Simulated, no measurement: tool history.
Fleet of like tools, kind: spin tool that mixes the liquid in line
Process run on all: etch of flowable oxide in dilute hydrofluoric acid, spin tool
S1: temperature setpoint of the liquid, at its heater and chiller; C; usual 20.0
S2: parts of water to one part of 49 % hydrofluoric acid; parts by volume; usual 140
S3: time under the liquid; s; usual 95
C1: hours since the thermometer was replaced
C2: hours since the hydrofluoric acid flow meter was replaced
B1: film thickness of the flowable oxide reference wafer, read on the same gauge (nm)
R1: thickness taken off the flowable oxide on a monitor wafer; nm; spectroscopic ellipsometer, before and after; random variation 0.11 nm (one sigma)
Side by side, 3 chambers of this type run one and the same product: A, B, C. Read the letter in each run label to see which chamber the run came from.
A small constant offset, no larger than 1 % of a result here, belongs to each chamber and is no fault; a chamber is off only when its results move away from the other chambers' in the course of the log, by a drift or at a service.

{"run": "1A", "hour": 5.9, "S1": 20.0, "S2": 140, "S3": 95, "C1": 956.3, "C2": 1264.6, "B1": 130.0, "R1": 18.468}
{"run": "2B", "hour": 11.3, "S1": 20.0, "S2": 140, "S3": 95, "C1": 301.2, "C2": 570.8, "B1": 130.01, "R1": 18.327}
{"run": "3C", "hour": 15.3, "S1": 20.0, "S2": 140, "S3": 95, "C1": 852.3, "C2": 183.5, "B1": 129.98, "R1": 18.33}
{"run": "4A", "hour": 18.6, "S1": 20.0, "S2": 140, "S3": 95, "C1": 969.0, "C2": 1277.3, "B1": 129.99, "R1": 18.164}
{"run": "5B", "hour": 24.2, "S1": 20.0, "S2": 140, "S3": 95, "C1": 314.1, "C2": 583.7, "B1": 130.01, "R1": 18.005}
{"run": "6C", "hour": 28.6, "S1": 20.0, "S2": 140, "S3": 95, "C1": 865.6, "C2": 196.8, "B1": 130.01, "R1": 18.384}
{"run": "7A", "hour": 33.4, "S1": 23.5, "S2": 140, "S3": 95, "C1": 983.8, "C2": 1292.1, "B1": 130.01, "R1": 20.777}
{"run": "8C", "hour": 40.6, "S1": 23.5, "S2": 140, "S3": 95, "C1": 877.6, "C2": 208.8, "B1": 129.99, "R1": 21.133}
{"run": "9B", "hour": 47.9, "S1": 23.5, "S2": 140, "S3": 95, "C1": 337.8, "C2": 607.4, "B1": 129.99, "R1": 20.991}
{"run": "10B", "hour": 53.7, "S1": 20.0, "S2": 140, "S3": 55, "C1": 343.6, "C2": 613.2, "B1": 130.0, "R1": 10.648}
{"run": "11C", "hour": 57.3, "S1": 20.0, "S2": 140, "S3": 55, "C1": 894.3, "C2": 225.5, "B1": 130.02, "R1": 10.673}
{"run": "12A", "hour": 60.7, "S1": 20.0, "S2": 140, "S3": 55, "C1": 1011.1, "C2": 1319.4, "B1": 130.03, "R1": 10.62}
{"run": "13C", "hour": 64.3, "S1": 20.0, "S2": 140, "S3": 95, "C1": 901.3, "C2": 232.5, "B1": 130.02, "R1": 18.393}
{"run": "14A", "hour": 70.1, "S1": 20.0, "S2": 85, "S3": 115, "C1": 1020.5, "C2": 1328.8, "B1": 130.03, "R1": 38.737}
{"run": "15B", "hour": 73.4, "S1": 20.0, "S2": 85, "S3": 115, "C1": 363.3, "C2": 632.9, "B1": 129.99, "R1": 38.375}
{"run": "16A", "hour": 80.4, "S1": 20.0, "S2": 85, "S3": 115, "C1": 1030.8, "C2": 1339.1, "B1": 129.99, "R1": 38.257}
{"run": "17B", "hour": 86.5, "S1": 20.0, "S2": 140, "S3": 95, "C1": 376.4, "C2": 646.0, "B1": 129.99, "R1": 18.168}
{"run": "18C", "hour": 91.3, "S1": 20.0, "S2": 140, "S3": 95, "C1": 928.3, "C2": 259.5, "B1": 130.0, "R1": 18.28}
{"run": "19B", "hour": 98.2, "S1": 20.0, "S2": 140, "S3": 95, "C1": 388.1, "C2": 657.7, "B1": 130.0, "R1": 18.187}
{"run": "20C", "hour": 101.7, "S1": 20.0, "S2": 140, "S3": 95, "C1": 938.7, "C2": 269.9, "B1": 130.01, "R1": 18.46}
{"run": "21A", "hour": 108.0, "S1": 20.0, "S2": 140, "S3": 95, "C1": 1058.4, "C2": 1366.7, "B1": 130.01, "R1": 18.071}
{"run": "22A", "hour": 112.7, "S1": 20.0, "S2": 140, "S3": 95, "C1": 1063.1, "C2": 1371.4, "B1": 130.0, "R1": 18.389}
{"run": "23C", "hour": 116.1, "S1": 20.0, "S2": 140, "S3": 95, "C1": 953.1, "C2": 284.3, "B1": 130.01, "R1": 18.27}

Each of the 3 chambers runs these same settings next. Fill in every chamber's results:
{"run": "24A", "hour": 121.3, "S1": 17.0, "S2": 140, "S3": 95, "R1": "?"}
{"run": "24B", "hour": 121.3, "S1": 17.0, "S2": 140, "S3": 95, "R1": "?"}
{"run": "24C", "hour": 121.3, "S1": 17.0, "S2": 140, "S3": 95, "R1": "?"}

run=24A R1=16.086
run=24B R1=16.103
run=24C R1=16.318
